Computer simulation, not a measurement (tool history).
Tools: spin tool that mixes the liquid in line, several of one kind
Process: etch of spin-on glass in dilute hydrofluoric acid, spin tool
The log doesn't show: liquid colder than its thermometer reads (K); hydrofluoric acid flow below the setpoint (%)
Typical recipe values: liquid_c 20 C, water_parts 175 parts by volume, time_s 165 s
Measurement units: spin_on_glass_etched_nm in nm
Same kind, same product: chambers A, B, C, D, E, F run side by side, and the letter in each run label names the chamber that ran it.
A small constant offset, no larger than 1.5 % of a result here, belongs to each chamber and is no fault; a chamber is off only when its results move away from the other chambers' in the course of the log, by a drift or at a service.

run	hour	liquid_c	water_parts	time_s	hours since the thermometer was replaced	hours since the hydrofluoric acid flow meter was replaced	read-back film thickness of the spin-on glass reference wafer, read on the same gauge (nm)	spin_on_glass_etched_nm
1B	6.6	20	175	165	1425	382.9	30.014	30.207
2E	13	20	175	165	651.8	410.1	29.999	30.034
3C	18	20	175	165	517.7	36.7	29.995	30.326
# hour 18.4: chamber E: hydrofluoric acid flow meter replaced
4A	21.3	20	175	165	192.6	1104.7	30.011	29.566
5D	28	20	175	165	730	473.6	30.001	30.124
6F	33.4	18	175	220	762.8	848.3	29.997	36.88
7E	38.8	18	175	220	677.6	20.5	30.001	37.076
8B	44.5	18	175	220	1462.9	420.8	30	36.692
9D	47.6	18	175	220	749.6	493.2	30.02	36.699
10A	51.6	18	175	220	222.9	1135	30.001	36.243
11C	56	18	175	220	555.7	74.7	29.996	37.451
12F	60.3	20	175	165	789.7	875.2	30	29.483
13A	67.1	24.5	175	100	238.4	1150.5	30.005	20.681
14C	70.5	24.5	175	100	570.2	89.2	29.98	21.736
15E	75.2	24.5	175	100	714	56.9	30	21.681
16B	82.1	24.5	175	100	1500.5	458.4	29.986	21.352
17F	88.2	24.5	175	100	817.6	903.1	30.015	21.5
18D	94.6	24.5	175	100	796.6	540.2	30.021	21.52
19A	97.8	20	175	165	269.1	1181.2	30.011	28.252
20D	101.6	20	175	165	803.6	547.2	29.983	29.895
21C	107.9	20	175	165	607.6	126.6	29.987	30.344
22E	112.3	20	175	165	751.1	94	29.99	30.06
23F	118.1	20	175	165	847.5	933	30.005	30.19
24B	122.4	20	175	165	1540.8	498.7	30.002	29.881
25E	126.6	20	225	165	765.4	108.3	30	22.528
26F	132.5	20	225	165	861.9	947.4	30.007	22.157
27D	139.5	20	225	165	841.5	585.1	29.996	22.107
28C	144.9	20	225	165	644.6	163.6	30.005	22.569
29B	150.5	20	225	165	1568.9	526.8	30.016	22.249
30A	156.2	20	225	165	327.5	1239.6	30.003	20.471
31C	161.1	20	175	165	660.8	179.8	30	29.774
32E	165.1	20	175	165	803.9	146.8	29.999	30.349
33B	170.8	20	175	165	1589.2	547.1	29.979	29.943
34F	177.1	20	175	165	906.5	992	30.015	29.82
35A	181.7	20	120	165	353	1265.1	29.996	42.174
36D	187.1	20	120	165	889.1	632.7	29.984	46.182
37B	192.6	20	120	165	1611	568.9	29.987	45.836
38D	199.4	20	120	165	901.4	645	29.995	46.163
39C	203.4	20	120	165	703.1	222.1	29.994	47.073

Has any chamber moved away from the others, gradually or after a service, or does the common gauge drift, or do the chambers differ only by their own small steady offsets? State the chamber and the most likely cause if one applies.

One chamber, A, drifts off from the rest bit by bit.
Likeliest cause: liquid colder than its thermometer reads (K) = 2.45.
The log might look much the same if the cause were instead: hydrofluoric acid flow below the setpoint (%).

Below are 4 candidate recipes for chamber A's next run, each the usual settings with a change, their results shown as question marks. Which of them brings A's results back in line with what the other chambers give on the usual settings?
Allowed miss from the other chambers' usual-settings mean, per result, to count as in line: spin_on_glass_etched_nm 0.71 nm
40A-1	208.4	22.5	175	165				?
40A-2	208.4	17.5	175	165				?
40A-3	208.4	19.5	190	150				?
40A-4	208.4	20	145	165				?

Average result of the remaining chambers running the usual settings: spin_on_glass_etched_nm 30.026 nm
run	spin_on_glass_etched_nm
40A-1	29.792
40A-2	24.369
40A-3	21.8
40A-4	33.646
40A-1 puts the chamber back in line with the other chambers.
